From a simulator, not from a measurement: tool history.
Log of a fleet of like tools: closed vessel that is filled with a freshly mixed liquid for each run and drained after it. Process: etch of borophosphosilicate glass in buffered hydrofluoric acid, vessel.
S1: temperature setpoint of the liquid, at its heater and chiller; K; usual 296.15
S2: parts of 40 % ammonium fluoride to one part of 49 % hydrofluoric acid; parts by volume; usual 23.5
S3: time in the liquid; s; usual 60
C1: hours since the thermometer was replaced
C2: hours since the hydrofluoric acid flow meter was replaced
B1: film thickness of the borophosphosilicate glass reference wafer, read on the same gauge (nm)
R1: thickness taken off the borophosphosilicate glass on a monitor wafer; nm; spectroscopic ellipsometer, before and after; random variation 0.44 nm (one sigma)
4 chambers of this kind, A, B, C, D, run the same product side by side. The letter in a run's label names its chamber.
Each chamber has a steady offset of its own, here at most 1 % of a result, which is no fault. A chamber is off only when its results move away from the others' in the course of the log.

{"run": "1C", "hour": 8.1, "S1": 296.15, "S2": 23.5, "S3": 60, "C1": 1579.4, "C2": 198.2, "B1": 120.01, "R1": 44.018}
{"run": "2A", "hour": 17.7, "S1": 296.15, "S2": 23.5, "S3": 60, "C1": 1622.9, "C2": 1315.3, "B1": 119.99, "R1": 43.889}
{"run": "3B", "hour": 27.8, "S1": 296.15, "S2": 23.5, "S3": 60, "C1": 1289.4, "C2": 701.4, "B1": 119.99, "R1": 44.04}
{"run": "4D", "hour": 38.2, "S1": 296.15, "S2": 23.5, "S3": 60, "C1": 3073.0, "C2": 526.5, "B1": 119.99, "R1": 43.036}
{"run": "5B", "hour": 46.7, "S1": 296.15, "S2": 23.5, "S3": 60, "C1": 1308.3, "C2": 720.3, "B1": 119.98, "R1": 43.628}
{"hour": 51.2, "done": "chamber D: thermometer replaced"}
{"run": "6D", "hour": 56.4, "S1": 296.15, "S2": 23.5, "S3": 60, "C1": 5.3, "C2": 544.7, "B1": 120.0, "R1": 43.275}
{"run": "7C", "hour": 63.9, "S1": 296.15, "S2": 23.5, "S3": 60, "C1": 1635.2, "C2": 254.0, "B1": 119.99, "R1": 43.912}
{"run": "8A", "hour": 72.2, "S1": 296.15, "S2": 23.5, "S3": 60, "C1": 1677.4, "C2": 1369.8, "B1": 119.98, "R1": 43.822}
{"run": "9D", "hour": 77.7, "S1": 299.65, "S2": 28.0, "S3": 60, "C1": 26.6, "C2": 566.0, "B1": 120.0, "R1": 46.106}
{"run": "10C", "hour": 84.4, "S1": 299.65, "S2": 28.0, "S3": 60, "C1": 1655.7, "C2": 274.5, "B1": 120.01, "R1": 46.827}
{"run": "11A", "hour": 93.2, "S1": 299.65, "S2": 28.0, "S3": 60, "C1": 1698.4, "C2": 1390.8, "B1": 120.01, "R1": 47.756}
{"run": "12B", "hour": 101.7, "S1": 299.65, "S2": 28.0, "S3": 60, "C1": 1363.3, "C2": 775.3, "B1": 119.98, "R1": 46.995}
{"run": "13C", "hour": 108.2, "S1": 296.15, "S2": 23.5, "S3": 60, "C1": 1679.5, "C2": 298.3, "B1": 119.99, "R1": 44.251}
{"run": "14D", "hour": 116.5, "S1": 296.15, "S2": 23.5, "S3": 60, "C1": 65.4, "C2": 604.8, "B1": 120.0, "R1": 43.394}
{"run": "15B", "hour": 121.3, "S1": 296.15, "S2": 23.5, "S3": 60, "C1": 1382.9, "C2": 794.9, "B1": 120.0, "R1": 44.062}
{"run": "16A", "hour": 129.1, "S1": 296.15, "S2": 23.5, "S3": 60, "C1": 1734.3, "C2": 1426.7, "B1": 119.99, "R1": 43.877}
{"hour": 130.0, "done": "chamber A: hydrofluoric acid flow meter replaced"}
{"run": "17D", "hour": 139.6, "S1": 296.15, "S2": 23.5, "S3": 60, "C1": 88.5, "C2": 627.9, "B1": 119.98, "R1": 43.616}
{"run": "18B", "hour": 146.3, "S1": 296.15, "S2": 23.5, "S3": 60, "C1": 1407.9, "C2": 819.9, "B1": 120.02, "R1": 43.29}
{"run": "19A", "hour": 156.7, "S1": 296.15, "S2": 23.5, "S3": 60, "C1": 1761.9, "C2": 26.7, "B1": 120.0, "R1": 43.248}
{"run": "20C", "hour": 163.9, "S1": 296.15, "S2": 23.5, "S3": 60, "C1": 1735.2, "C2": 354.0, "B1": 120.03, "R1": 42.895}
{"run": "21A", "hour": 173.6, "S1": 291.65, "S2": 23.5, "S3": 60, "C1": 1778.8, "C2": 43.6, "B1": 119.98, "R1": 34.857}
{"run": "22D", "hour": 179.4, "S1": 291.65, "S2": 23.5, "S3": 60, "C1": 128.3, "C2": 667.7, "B1": 119.98, "R1": 33.891}
{"run": "23C", "hour": 187.0, "S1": 291.65, "S2": 23.5, "S3": 60, "C1": 1758.3, "C2": 377.1, "B1": 120.01, "R1": 33.353}
{"run": "24B", "hour": 191.8, "S1": 291.65, "S2": 23.5, "S3": 60, "C1": 1453.4, "C2": 865.4, "B1": 119.99, "R1": 33.737}
{"run": "25A", "hour": 199.1, "S1": 296.15, "S2": 23.5, "S3": 60, "C1": 1804.3, "C2": 69.1, "B1": 120.03, "R1": 44.974}
{"run": "26D", "hour": 206.9, "S1": 296.15, "S2": 23.5, "S3": 60, "C1": 155.8, "C2": 695.2, "B1": 119.98, "R1": 43.428}
{"run": "27B", "hour": 214.5, "S1": 296.15, "S2": 23.5, "S3": 60, "C1": 1476.1, "C2": 888.1, "B1": 119.98, "R1": 44.076}
{"run": "28C", "hour": 224.9, "S1": 296.15, "S2": 23.5, "S3": 60, "C1": 1796.2, "C2": 415.0, "B1": 120.02, "R1": 42.574}
{"hour": 230.3, "done": "chamber B: thermometer replaced"}
{"run": "29B", "hour": 231.1, "S1": 296.15, "S2": 23.5, "S3": 60, "C1": 0.9, "C2": 904.7, "B1": 119.99, "R1": 43.424}
{"run": "30C", "hour": 238.0, "S1": 299.65, "S2": 23.5, "S3": 35, "C1": 1809.3, "C2": 428.1, "B1": 120.0, "R1": 29.603}
{"run": "31D", "hour": 245.0, "S1": 299.65, "S2": 23.5, "S3": 35, "C1": 193.9, "C2": 733.3, "B1": 120.0, "R1": 30.311}
{"run": "32A", "hour": 254.2, "S1": 299.65, "S2": 23.5, "S3": 35, "C1": 1859.4, "C2": 124.2, "B1": 120.01, "R1": 31.295}
{"run": "33C", "hour": 263.9, "S1": 299.65, "S2": 23.5, "S3": 35, "C1": 1835.2, "C2": 454.0, "B1": 120.0, "R1": 29.229}
{"run": "34D", "hour": 271.9, "S1": 299.65, "S2": 23.5, "S3": 40, "C1": 220.8, "C2": 760.2, "B1": 120.01, "R1": 35.389}
{"run": "35A", "hour": 282.0, "S1": 299.65, "S2": 23.5, "S3": 40, "C1": 1887.2, "C2": 152.0, "B1": 120.0, "R1": 35.678}
{"run": "36B", "hour": 291.0, "S1": 299.65, "S2": 23.5, "S3": 40, "C1": 60.8, "C2": 964.6, "B1": 119.99, "R1": 35.248}
{"run": "37D", "hour": 298.0, "S1": 299.65, "S2": 23.5, "S3": 40, "C1": 246.9, "C2": 786.3, "B1": 120.01, "R1": 35.277}
{"run": "38C", "hour": 307.0, "S1": 296.15, "S2": 23.5, "S3": 60, "C1": 1878.3, "C2": 497.1, "B1": 120.01, "R1": 41.559}
{"run": "39B", "hour": 315.4, "S1": 296.15, "S2": 23.5, "S3": 60, "C1": 85.2, "C2": 989.0, "B1": 119.99, "R1": 43.647}
{"run": "40A", "hour": 323.0, "S1": 296.15, "S2": 23.5, "S3": 60, "C1": 1928.2, "C2": 193.0, "B1": 119.98, "R1": 44.896}
{"run": "41C", "hour": 329.2, "S1": 296.15, "S2": 23.5, "S3": 60, "C1": 1900.5, "C2": 519.3, "B1": 119.99, "R1": 41.413}
{"run": "42B", "hour": 338.2, "S1": 296.15, "S2": 23.5, "S3": 60, "C1": 108.0, "C2": 1011.8, "B1": 120.0, "R1": 44.047}
{"run": "43D", "hour": 345.8, "S1": 296.15, "S2": 23.5, "S3": 60, "C1": 294.7, "C2": 834.1, "B1": 120.0, "R1": 43.344}
{"run": "44A", "hour": 353.2, "S1": 296.15, "S2": 23.5, "S3": 60, "C1": 1958.4, "C2": 223.2, "B1": 120.0, "R1": 43.994}

What goes on in this fleet: one chamber off, a drifting gauge, or nothing beyond the chambers' own small offsets? Name the chamber and the cause, if any.

Chamber C drifts away from the others.
Cause: hydrofluoric acid flow below the setpoint (%) = 10.2.
The log may not tell that from: liquid colder than its thermometer reads (K).

Here are 4 candidates for chamber C's next run, each the usual settings with a change, their results left as question marks. Which one brings its results back in line with what the others give on the usual settings?
In line means no further than this from the other chambers' mean on the usual settings: R1 1.500 nm
{"run": "45C-1", "hour": 360.9, "S1": 296.15, "S2": 19.5, "S3": 60, "R1": "?"}
{"run": "45C-2", "hour": 360.9, "S1": 295.15, "S2": 23.5, "S3": 60, "R1": "?"}
{"run": "45C-3", "hour": 360.9, "S1": 297.15, "S2": 23.5, "S3": 60, "R1": "?"}
{"run": "45C-4", "hour": 360.9, "S1": 295.65, "S2": 24.0, "S3": 55, "R1": "?"}

The other chambers' mean on the usual settings: R1 43.720 nm
run=45C-1 R1=46.813
run=45C-2 R1=38.865
run=45C-3 R1=43.335
run=45C-4 R1=36.082
45C-3 brings the chamber back in line.
